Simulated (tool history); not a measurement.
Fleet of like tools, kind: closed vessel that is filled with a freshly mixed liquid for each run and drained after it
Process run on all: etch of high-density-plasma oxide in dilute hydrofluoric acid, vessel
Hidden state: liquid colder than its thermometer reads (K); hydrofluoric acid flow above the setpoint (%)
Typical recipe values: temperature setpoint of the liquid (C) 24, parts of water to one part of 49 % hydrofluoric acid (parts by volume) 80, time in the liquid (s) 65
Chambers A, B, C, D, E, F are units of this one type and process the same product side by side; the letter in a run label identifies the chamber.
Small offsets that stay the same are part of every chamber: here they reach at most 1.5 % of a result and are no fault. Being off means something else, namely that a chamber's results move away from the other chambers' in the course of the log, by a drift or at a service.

| run | hour | temperature setpoint of the liquid (C) | parts of water to one part of 49 % hydrofluoric acid (parts by volume) | time in the liquid (s) | hours since the thermometer was replaced | hours since the hydrofluoric acid flow meter was replaced | read-back film thickness of the high-density-plasma oxide reference wafer, read on the same gauge (nm) | thickness taken off the high-density-plasma oxide on a monitor wafer (nm) |
|---|---|---|---|---|---|---|---|---|
| 1C | 9.9 | 24 | 80 | 65 | 1337.9 | 696.8 | 60.007 | 8.2562 |
| 2B | 17.7 | 24 | 80 | 65 | 1027.9 | 121.4 | 60.009 | 8.3889 |
| 3E | 22.8 | 24 | 80 | 65 | 35.8 | 491.2 | 60.012 | 8.1482 |
| 4F | 32.8 | 24 | 80 | 65 | 1546.4 | 619.0 | 59.991 | 8.1072 |
|  | 34.4 | chamber A: hydrofluoric acid flow meter replaced |
| 5A | 42.9 | 24 | 80 | 65 | 383.9 | 8.5 | 60.006 | 8.1523 |
| 6D | 49.1 | 24 | 80 | 65 | 577.9 | 945.9 | 59.985 | 8.2398 |
| 7E | 60.3 | 24 | 80 | 65 | 73.3 | 528.7 | 59.983 | 8.2344 |
| 8D | 70.6 | 24 | 80 | 65 | 599.4 | 967.4 | 59.993 | 8.2093 |
| 9B | 75.9 | 24 | 80 | 65 | 1086.1 | 179.6 | 59.996 | 8.1667 |
| 10A | 81.5 | 24 | 80 | 65 | 422.5 | 47.1 | 60.008 | 8.3756 |
| 11F | 88.4 | 24 | 80 | 65 | 1602.0 | 674.6 | 59.982 | 8.1285 |
| 12C | 94.1 | 24 | 80 | 65 | 1422.1 | 781.0 | 60.015 | 8.2181 |
| 13B | 101.8 | 21 | 80 | 45 | 1112.0 | 205.5 | 60.009 | 5.1271 |
|  | 108.2 | chamber F: hydrofluoric acid flow meter replaced |
| 14F | 111.0 | 21 | 80 | 45 | 1624.6 | 2.8 | 59.995 | 4.9907 |
| 15C | 119.5 | 21 | 80 | 45 | 1447.5 | 806.4 | 60.004 | 4.9965 |
| 16A | 129.9 | 21 | 80 | 45 | 470.9 | 95.5 | 59.984 | 5.1327 |
| 17D | 136.3 | 21 | 80 | 45 | 665.1 | 1033.1 | 60.009 | 5.0639 |
| 18E | 142.8 | 21 | 80 | 45 | 155.8 | 611.2 | 59.997 | 5.1349 |
| 19A | 149.1 | 24 | 80 | 65 | 490.1 | 114.7 | 59.990 | 8.3205 |
| 20B | 156.4 | 24 | 80 | 65 | 1166.6 | 260.1 | 60.024 | 8.1199 |
| 21E | 167.2 | 24 | 80 | 65 | 180.2 | 635.6 | 59.990 | 8.3741 |
| 22D | 174.8 | 24 | 80 | 65 | 703.6 | 1071.6 | 60.001 | 8.2663 |
| 23F | 183.7 | 22 | 80 | 65 | 1697.3 | 75.5 | 60.016 | 7.4058 |
| 24C | 194.0 | 22 | 80 | 65 | 1522.0 | 880.9 | 60.019 | 7.4832 |
| 25F | 200.7 | 22 | 80 | 65 | 1714.3 | 92.5 | 60.019 | 7.5071 |
| 26C | 209.7 | 22 | 80 | 65 | 1537.7 | 896.6 | 60.002 | 7.4891 |
| 27E | 217.2 | 22 | 80 | 65 | 230.2 | 685.6 | 60.027 | 7.8183 |
| 28A | 224.1 | 22 | 80 | 65 | 565.1 | 189.7 | 59.977 | 7.6711 |
| 29D | 231.5 | 24 | 80 | 65 | 760.3 | 1128.3 | 59.995 | 8.1437 |
| 30B | 236.8 | 24 | 80 | 65 | 1247.0 | 340.5 | 59.999 | 8.2825 |
| 31A | 242.3 | 24 | 80 | 65 | 583.3 | 207.9 | 60.011 | 8.3733 |
| 32F | 250.3 | 24 | 80 | 65 | 1763.9 | 142.1 | 60.010 | 8.0344 |
| 33E | 257.8 | 24 | 80 | 65 | 270.8 | 726.2 | 59.993 | 8.5533 |
| 34D | 264.7 | 24 | 80 | 65 | 793.5 | 1161.5 | 59.982 | 8.3922 |
| 35B | 270.0 | 24 | 80 | 65 | 1280.2 | 373.7 | 59.986 | 8.4006 |
| 36C | 277.0 | 24 | 80 | 65 | 1605.0 | 963.9 | 60.008 | 8.1712 |
| 37C | 282.4 | 24 | 80 | 65 | 1610.4 | 969.3 | 59.991 | 8.0996 |
| 38B | 289.8 | 24 | 80 | 65 | 1300.0 | 393.5 | 59.997 | 8.3742 |
| 39E | 299.1 | 24 | 80 | 65 | 312.1 | 767.5 | 59.985 | 8.6601 |
| 40F | 306.8 | 24 | 80 | 65 | 1820.4 | 198.6 | 60.012 | 8.0536 |
| 41A | 316.5 | 24 | 80 | 65 | 657.5 | 282.1 | 60.012 | 8.4485 |
| 42D | 325.6 | 24 | 80 | 65 | 854.4 | 1222.4 | 59.967 | 8.1266 |
| 43B | 335.1 | 24 | 80 | 65 | 1345.3 | 438.8 | 60.015 | 8.3014 |

Which is it: a chamber that has drifted or been left off by a service, a gauge drift common to all chambers, or only each chamber's usual small offset? If a chamber is off, name it and its likeliest cause.

Little by little, chamber E moves away from the other chambers.
Cause: hydrofluoric acid flow above the setpoint (%) = 4.83.
With only this log, it may be confused with: liquid hotter than its thermometer reads (K).

Chamber E could run next with any of the 4 candidate recipes listed below; each alters the usual settings, and their results appear as question marks. Which one brings its results back in line with what the other chambers deliver on the usual settings?
A result is in line if it is within this distance of the other chambers' mean on the usual settings: thickness taken off the high-density-plasma oxide on a monitor wafer (nm) 0.2800
| 44E-1 | 343.3 | 25.5 | 80 | 65 |  |  |  | ? |
| 44E-2 | 343.3 | 27.0 | 80 | 65 |  |  |  | ? |
| 44E-3 | 343.3 | 23.5 | 80 | 60 |  |  |  | ? |
| 44E-4 | 343.3 | 24.0 | 85 | 65 |  |  |  | ? |

Usual-settings mean across the other chambers: thickness taken off the high-density-plasma oxide on a monitor wafer (nm) 8.2097
| run | thickness taken off the high-density-plasma oxide on a monitor wafer (nm) |
|---|---|
| 44E-1 | 9.1337 |
| 44E-2 | 9.6959 |
| 44E-3 | 7.7741 |
| 44E-4 | 8.0504 |
It is 44E-4 that realigns the chamber with its peers.

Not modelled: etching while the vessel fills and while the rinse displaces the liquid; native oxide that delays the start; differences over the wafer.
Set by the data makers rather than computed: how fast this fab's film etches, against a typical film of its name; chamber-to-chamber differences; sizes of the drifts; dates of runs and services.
